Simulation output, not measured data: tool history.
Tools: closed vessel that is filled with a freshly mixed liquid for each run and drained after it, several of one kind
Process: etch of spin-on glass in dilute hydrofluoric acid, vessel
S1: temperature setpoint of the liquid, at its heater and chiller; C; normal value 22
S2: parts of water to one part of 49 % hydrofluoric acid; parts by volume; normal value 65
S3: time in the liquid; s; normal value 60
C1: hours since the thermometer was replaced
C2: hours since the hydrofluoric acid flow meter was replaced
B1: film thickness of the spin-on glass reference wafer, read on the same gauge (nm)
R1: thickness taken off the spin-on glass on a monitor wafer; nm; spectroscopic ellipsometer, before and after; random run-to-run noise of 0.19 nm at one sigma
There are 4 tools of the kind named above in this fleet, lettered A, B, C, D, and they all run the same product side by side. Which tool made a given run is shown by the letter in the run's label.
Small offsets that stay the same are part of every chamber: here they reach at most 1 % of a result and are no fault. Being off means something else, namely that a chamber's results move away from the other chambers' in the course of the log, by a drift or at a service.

run 1C hour=12.0 | S1=22 S2=65 S3=60 | C1=1899.6 C2=2187.7 | B1=30.015 | R1=32.414
-- hour=21.7 chamber C: hydrofluoric acid flow meter replaced
run 2A hour=22.0 | S1=22 S2=65 S3=60 | C1=957.1 C2=976.1 | B1=30.009 | R1=32.890
run 3B hour=35.4 | S1=22 S2=65 S3=60 | C1=471.0 C2=916.4 | B1=29.983 | R1=32.518
run 4D hour=44.4 | S1=22 S2=65 S3=60 | C1=229.3 C2=289.4 | B1=30.021 | R1=33.116
run 5C hour=55.9 | S1=22 S2=65 S3=60 | C1=1943.5 C2=34.3 | B1=29.993 | R1=32.734
run 6A hour=68.2 | S1=22 S2=65 S3=60 | C1=1003.3 C2=1022.3 | B1=29.997 | R1=33.095
run 7D hour=78.7 | S1=22 S2=65 S3=60 | C1=263.6 C2=323.7 | B1=29.974 | R1=32.872
run 8B hour=92.0 | S1=22 S2=65 S3=60 | C1=527.6 C2=973.0 | B1=29.995 | R1=32.295
run 9B hour=106.0 | S1=22 S2=65 S3=60 | C1=541.6 C2=987.0 | B1=30.028 | R1=32.377
run 10A hour=118.3 | S1=22 S2=65 S3=60 | C1=1053.4 C2=1072.4 | B1=30.008 | R1=32.959
run 11C hour=131.2 | S1=22 S2=65 S3=60 | C1=2018.8 C2=109.6 | B1=30.018 | R1=32.646
run 12D hour=144.4 | S1=22 S2=65 S3=60 | C1=329.3 C2=389.4 | B1=30.012 | R1=32.976
run 13A hour=156.5 | S1=22 S2=65 S3=60 | C1=1091.6 C2=1110.6 | B1=30.017 | R1=32.940
run 14D hour=164.4 | S1=22 S2=65 S3=60 | C1=349.3 C2=409.4 | B1=30.019 | R1=32.607
run 15B hour=175.5 | S1=22 S2=65 S3=60 | C1=611.1 C2=1056.5 | B1=29.990 | R1=32.588
run 16C hour=185.6 | S1=22 S2=65 S3=60 | C1=2073.2 C2=164.0 | B1=29.990 | R1=32.600
run 17C hour=193.3 | S1=22 S2=65 S3=60 | C1=2080.9 C2=171.7 | B1=29.989 | R1=32.495
run 18B hour=200.0 | S1=22 S2=65 S3=60 | C1=635.6 C2=1081.0 | B1=30.001 | R1=32.424
run 19D hour=209.1 | S1=22 S2=65 S3=60 | C1=394.0 C2=454.1 | B1=30.013 | R1=33.091
run 20A hour=218.7 | S1=22 S2=65 S3=60 | C1=1153.8 C2=1172.8 | B1=30.002 | R1=32.988
run 21D hour=226.2 | S1=22 S2=65 S3=60 | C1=411.1 C2=471.2 | B1=29.995 | R1=33.285
run 22B hour=238.8 | S1=22 S2=65 S3=60 | C1=674.4 C2=1119.8 | B1=29.975 | R1=32.487
run 23A hour=250.7 | S1=22 S2=65 S3=60 | C1=1185.8 C2=1204.8 | B1=29.965 | R1=33.172
run 24C hour=260.2 | S1=22 S2=65 S3=60 | C1=2147.8 C2=238.6 | B1=30.007 | R1=32.384
run 25A hour=267.1 | S1=22 S2=65 S3=60 | C1=1202.2 C2=1221.2 | B1=30.009 | R1=33.105
run 26B hour=274.9 | S1=22 S2=65 S3=60 | C1=710.5 C2=1155.9 | B1=30.020 | R1=32.865
run 27C hour=285.8 | S1=22 S2=85 S3=60 | C1=2173.4 C2=264.2 | B1=30.016 | R1=24.417
run 28D hour=295.8 | S1=22 S2=85 S3=60 | C1=480.7 C2=540.8 | B1=30.006 | R1=24.432
run 29C hour=308.5 | S1=22 S2=85 S3=60 | C1=2196.1 C2=286.9 | B1=29.973 | R1=24.007
run 30B hour=317.7 | S1=22 S2=85 S3=60 | C1=753.3 C2=1198.7 | B1=30.010 | R1=24.058
run 31A hour=324.4 | S1=20 S2=90 S3=60 | C1=1259.5 C2=1278.5 | B1=30.004 | R1=21.493
run 32D hour=331.6 | S1=20 S2=90 S3=60 | C1=516.5 C2=576.6 | B1=29.982 | R1=21.270
run 33B hour=341.5 | S1=20 S2=90 S3=60 | C1=777.1 C2=1222.5 | B1=30.008 | R1=20.668
run 34D hour=352.3 | S1=20 S2=90 S3=60 | C1=537.2 C2=597.3 | B1=29.991 | R1=21.280
run 35A hour=363.3 | S1=22 S2=65 S3=60 | C1=1298.4 C2=1317.4 | B1=29.993 | R1=32.939
run 36C hour=371.4 | S1=22 S2=65 S3=60 | C1=2259.0 C2=349.8 | B1=30.006 | R1=32.510

All chambers now run identical settings, listed one chamber a line with results as question marks. What results will each chamber show?
run 37A hour=381.9 | S1=22 S2=65 S3=60 | R1=?
run 37B hour=381.9 | S1=22 S2=65 S3=60 | R1=?
run 37C hour=381.9 | S1=22 S2=65 S3=60 | R1=?
run 37D hour=381.9 | S1=22 S2=65 S3=60 | R1=?

run=37A R1=33.414
run=37B R1=32.810
run=37C R1=32.417
run=37D R1=33.028
